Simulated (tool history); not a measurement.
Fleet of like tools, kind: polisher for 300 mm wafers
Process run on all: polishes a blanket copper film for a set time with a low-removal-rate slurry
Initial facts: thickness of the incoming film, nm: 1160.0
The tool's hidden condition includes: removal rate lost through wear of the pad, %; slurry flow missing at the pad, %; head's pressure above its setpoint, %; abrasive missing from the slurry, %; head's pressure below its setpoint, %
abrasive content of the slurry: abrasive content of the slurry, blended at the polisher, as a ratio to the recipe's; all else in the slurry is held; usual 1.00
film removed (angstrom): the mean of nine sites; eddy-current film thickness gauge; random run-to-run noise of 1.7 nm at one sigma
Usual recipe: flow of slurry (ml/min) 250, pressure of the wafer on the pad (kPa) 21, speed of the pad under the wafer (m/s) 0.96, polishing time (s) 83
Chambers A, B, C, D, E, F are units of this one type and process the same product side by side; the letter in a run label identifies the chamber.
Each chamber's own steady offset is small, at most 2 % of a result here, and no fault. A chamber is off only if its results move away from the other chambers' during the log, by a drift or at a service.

| run | hour | flow of slurry (ml/min) | pressure of the wafer on the pad (kPa) | speed of the pad under the wafer (m/s) | abrasive content of the slurry | polishing time (s) | wafers polished on this pad | hours since the slurry nozzle was cleaned | hours since the head pressure was calibrated | hours since the slurry blender was calibrated | film removed (angstrom) |
|---|---|---|---|---|---|---|---|---|---|---|---|
|  | 1.6 | chamber A: worn pad replaced by a new one |
| 1B | 2.6 | 250 | 21 | 0.96 | 1.00 | 83 | 1012 | 351.5 | 1228.7 | 52.9 | 2182.7 |
| 2F | 6.5 | 250 | 21 | 0.96 | 1.00 | 83 | 456 | 611.2 | 325.7 | 324.0 | 2201.2 |
| 3C | 10.4 | 250 | 21 | 0.96 | 1.00 | 83 | 161 | 234.0 | 692.9 | 43.0 | 2179.6 |
| 4D | 13.9 | 250 | 21 | 0.96 | 1.00 | 83 | 523 | 37.8 | 438.0 | 189.1 | 2202.3 |
| 5E | 17.2 | 250 | 21 | 0.96 | 1.00 | 83 | 595 | 58.5 | 570.5 | 96.3 | 2162.1 |
| 6A | 20.6 | 250 | 21 | 1.16 | 1.00 | 83 | 243 | 415.4 | 273.5 | 81.4 | 2680.8 |
|  | 23.9 | chamber F: slurry blender recalibrated |
|  | 24.2 | chamber E: worn pad replaced by a new one |
| 7A | 25.1 | 250 | 21 | 1.16 | 1.00 | 83 | 300 | 419.9 | 278.0 | 85.9 | 2697.4 |
| 8C | 29.3 | 250 | 21 | 1.16 | 1.00 | 83 | 402 | 252.9 | 711.8 | 61.9 | 2619.9 |
|  | 30.6 | chamber B: worn pad replaced by a new one |
| 9F | 32.0 | 250 | 21 | 1.16 | 1.00 | 83 | 782 | 636.7 | 351.2 | 8.1 | 2640.3 |
| 10E | 35.1 | 250 | 21 | 1.16 | 1.00 | 83 | 140 | 76.4 | 588.4 | 114.2 | 2631.0 |
| 11B | 38.3 | 250 | 21 | 1.16 | 1.00 | 83 | 98 | 387.2 | 1264.4 | 88.6 | 2671.2 |
|  | 38.8 | chamber F: slurry nozzle cleaned |
| 12D | 40.8 | 250 | 21 | 0.96 | 1.00 | 83 | 866 | 64.7 | 464.9 | 216.0 | 2219.4 |
| 13A | 43.8 | 250 | 21 | 0.96 | 1.00 | 83 | 539 | 438.6 | 296.7 | 104.6 | 2242.5 |
| 14E | 46.6 | 250 | 21 | 0.96 | 1.00 | 83 | 286 | 87.9 | 599.9 | 125.7 | 2161.0 |
|  | 46.9 | chamber C: worn pad replaced by a new one |
| 15C | 50.9 | 250 | 21 | 0.96 | 1.00 | 83 | 52 | 274.5 | 733.4 | 83.5 | 2147.0 |
|  | 52.5 | chamber F: worn pad replaced by a new one |
| 16F | 54.4 | 185 | 21 | 0.96 | 1.20 | 83 | 24 | 15.6 | 373.6 | 30.5 | 2202.5 |
| 17B | 57.9 | 185 | 21 | 0.96 | 1.20 | 83 | 348 | 406.8 | 1284.0 | 108.2 | 2205.9 |
| 18D | 62.9 | 185 | 21 | 0.96 | 1.20 | 83 | 1148 | 86.8 | 487.0 | 238.1 | 2215.3 |
| 19E | 67.0 | 185 | 21 | 0.96 | 1.20 | 83 | 547 | 108.3 | 620.3 | 146.1 | 2153.3 |
| 20A | 70.0 | 185 | 21 | 0.96 | 1.20 | 83 | 873 | 464.8 | 322.9 | 130.8 | 2218.7 |
| 21D | 74.3 | 185 | 21 | 0.96 | 1.20 | 83 | 1293 | 98.2 | 498.4 | 249.5 | 2236.3 |
|  | 76.2 | chamber C: slurry nozzle cleaned |
| 22C | 78.7 | 250 | 21 | 0.96 | 1.00 | 83 | 406 | 2.5 | 761.2 | 111.3 | 2105.1 |
|  | 80.3 | chamber E: worn pad replaced by a new one |
| 23B | 82.6 | 250 | 21 | 0.96 | 1.00 | 83 | 663 | 431.5 | 1308.7 | 132.9 | 2175.4 |
| 24F | 86.8 | 250 | 21 | 0.96 | 1.00 | 83 | 438 | 48.0 | 406.0 | 62.9 | 2201.2 |
|  | 89.4 | chamber D: worn pad replaced by a new one |
|  | 91.1 | chamber A: worn pad replaced by a new one |
| 25E | 91.6 | 250 | 21 | 0.96 | 1.00 | 83 | 144 | 132.9 | 644.9 | 170.7 | 2172.6 |
| 26A | 95.2 | 250 | 21 | 0.96 | 1.00 | 83 | 52 | 490.0 | 348.1 | 156.0 | 2225.9 |
| 27F | 97.7 | 250 | 21 | 0.96 | 1.00 | 83 | 577 | 58.9 | 416.9 | 73.8 | 2236.9 |
| 28B | 103.0 | 250 | 21 | 0.96 | 1.00 | 83 | 923 | 451.9 | 1329.1 | 153.3 | 2176.2 |
| 29D | 106.8 | 250 | 21 | 0.96 | 1.00 | 83 | 223 | 130.7 | 530.9 | 282.0 | 2185.1 |
|  | 107.0 | chamber C: worn pad replaced by a new one |
| 30C | 111.8 | 285 | 21 | 0.96 | 1.25 | 83 | 62 | 35.6 | 794.3 | 144.4 | 2216.9 |
| 31A | 114.8 | 285 | 21 | 0.96 | 1.25 | 83 | 302 | 509.6 | 367.7 | 175.6 | 2358.0 |
|  | 115.0 | chamber B: slurry blender recalibrated |
| 32E | 117.1 | 285 | 21 | 0.96 | 1.25 | 83 | 469 | 158.4 | 670.4 | 196.2 | 2281.5 |
|  | 119.5 | chamber B: worn pad replaced by a new one |
| 33D | 121.4 | 285 | 21 | 0.96 | 1.25 | 83 | 409 | 145.3 | 545.5 | 296.6 | 2372.3 |
|  | 123.5 | chamber B: slurry nozzle cleaned |
| 34C | 125.6 | 285 | 21 | 0.96 | 1.25 | 83 | 238 | 49.4 | 808.1 | 158.2 | 2238.1 |
| 35F | 128.8 | 285 | 21 | 0.96 | 1.25 | 83 | 973 | 90.0 | 448.0 | 104.9 | 2342.4 |
| 36B | 131.4 | 250 | 21 | 0.96 | 1.00 | 83 | 152 | 8.0 | 1357.5 | 16.5 | 2158.4 |
|  | 132.8 | chamber F: worn pad replaced by a new one |
| 37E | 134.0 | 250 | 21 | 0.96 | 1.00 | 83 | 685 | 175.3 | 687.3 | 213.1 | 2145.9 |
| 38B | 139.2 | 250 | 21 | 0.96 | 1.00 | 83 | 251 | 15.8 | 1365.3 | 24.3 | 2190.4 |
| 39C | 142.5 | 250 | 21 | 0.96 | 1.00 | 83 | 453 | 66.3 | 825.0 | 175.1 | 2041.4 |
| 40F | 147.6 | 250 | 21 | 0.96 | 1.00 | 83 | 189 | 108.8 | 466.8 | 123.7 | 2192.8 |
| 41D | 151.4 | 250 | 21 | 0.96 | 1.00 | 83 | 792 | 175.3 | 575.5 | 326.6 | 2215.2 |

Has any chamber moved away from the others, gradually or after a service, or does the common gauge drift, or do the chambers differ only by their own small steady offsets? State the chamber and the most likely cause if one applies.

Little by little, chamber C moves away from the other chambers.
Likeliest cause: head's pressure below its setpoint, % = 5.12.
It could be hard to tell apart here from: abrasive missing from the slurry, %.

Here are 4 candidates for chamber C's next run, each the usual settings with a change, their results left as question marks. Which one brings its results back in line with what the others give on the usual settings?
To be in line, a result may differ from the other chambers' mean on the usual settings by at most: film removed (angstrom) 58.0
| 42C-1 | 155.2 | 250 | 20.7 | 0.96 | 1.00 | 96 |  |  |  |  | ? |
| 42C-2 | 155.2 | 250 | 19.3 | 0.96 | 1.00 | 77 |  |  |  |  | ? |
| 42C-3 | 155.2 | 250 | 21.4 | 0.98 | 1.00 | 85 |  |  |  |  | ? |
| 42C-4 | 155.2 | 250 | 20.7 | 0.92 | 1.00 | 80 |  |  |  |  | ? |

Other chambers, usual settings, mean: film removed (angstrom) 2197.6
| run | film removed (angstrom) |
|---|---|
| 42C-1 | 2369.2 |
| 42C-2 | 1771.7 |
| 42C-3 | 2213.9 |
| 42C-4 | 1892.0 |
The right change is 42C-3: it brings the chamber back within the allowed miss of the others.
